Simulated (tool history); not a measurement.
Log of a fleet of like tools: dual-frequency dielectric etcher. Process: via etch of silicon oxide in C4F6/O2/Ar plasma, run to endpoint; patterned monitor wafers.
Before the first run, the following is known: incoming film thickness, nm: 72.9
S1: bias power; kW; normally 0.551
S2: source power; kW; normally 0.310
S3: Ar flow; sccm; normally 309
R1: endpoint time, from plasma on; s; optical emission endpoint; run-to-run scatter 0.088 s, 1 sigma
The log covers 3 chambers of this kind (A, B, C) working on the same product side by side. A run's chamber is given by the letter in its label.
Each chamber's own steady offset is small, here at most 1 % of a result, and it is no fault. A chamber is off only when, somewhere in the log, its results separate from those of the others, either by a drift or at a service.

run,hour,S1,S2,S3,R1
1B,7.1,0.551,0.310,309,17.225
2C,11.7,0.551,0.310,309,17.196
3A,17.9,0.551,0.310,309,17.120
4A,24.5,0.551,0.310,309,17.059
5B,30.7,0.551,0.310,309,17.024
6C,38.6,0.551,0.310,309,17.043
7A,42.4,0.551,0.310,309,16.991
8C,48.2,0.551,0.310,309,17.121
9B,54.1,0.551,0.310,309,17.225
10C,59.8,0.488,0.290,309,18.383
11A,67.3,0.488,0.290,309,18.314
12B,71.8,0.488,0.290,309,18.429
13A,79.5,0.551,0.310,309,17.142
14C,86.2,0.551,0.310,309,17.087
15B,93.7,0.551,0.310,309,17.004
16A,99.7,0.551,0.310,309,16.878
17C,103.8,0.551,0.310,309,17.298
18B,111.5,0.551,0.310,309,17.096
19C,118.1,0.551,0.310,309,17.122
# hour 121.0: chamber C: wet clean of the chamber
20A,125.1,0.551,0.310,309,17.005
21B,129.2,0.551,0.310,309,17.215
22B,136.7,0.551,0.310,309,17.169
23C,143.0,0.551,0.310,309,17.835
24A,149.1,0.551,0.310,309,16.903
25A,153.7,0.551,0.310,309,17.013
26B,157.6,0.551,0.310,309,17.086
27C,163.3,0.551,0.310,309,17.740
28A,167.4,0.551,0.310,309,16.973
29B,171.2,0.551,0.310,309,17.025
# hour 172.5: chamber B: Ar flow controller replaced
# hour 174.7: chamber B: bias power generator calibrated
30C,178.8,0.551,0.310,309,17.849
31B,185.0,0.551,0.350,345,16.536
32A,191.0,0.551,0.350,345,16.547

Next, every chamber runs the same settings. What will each give?
33A,196.7,0.551,0.380,309,?
33B,196.7,0.551,0.380,309,?
33C,196.7,0.551,0.380,309,?

run,R1
33A,15.682
33B,15.851
33C,16.724
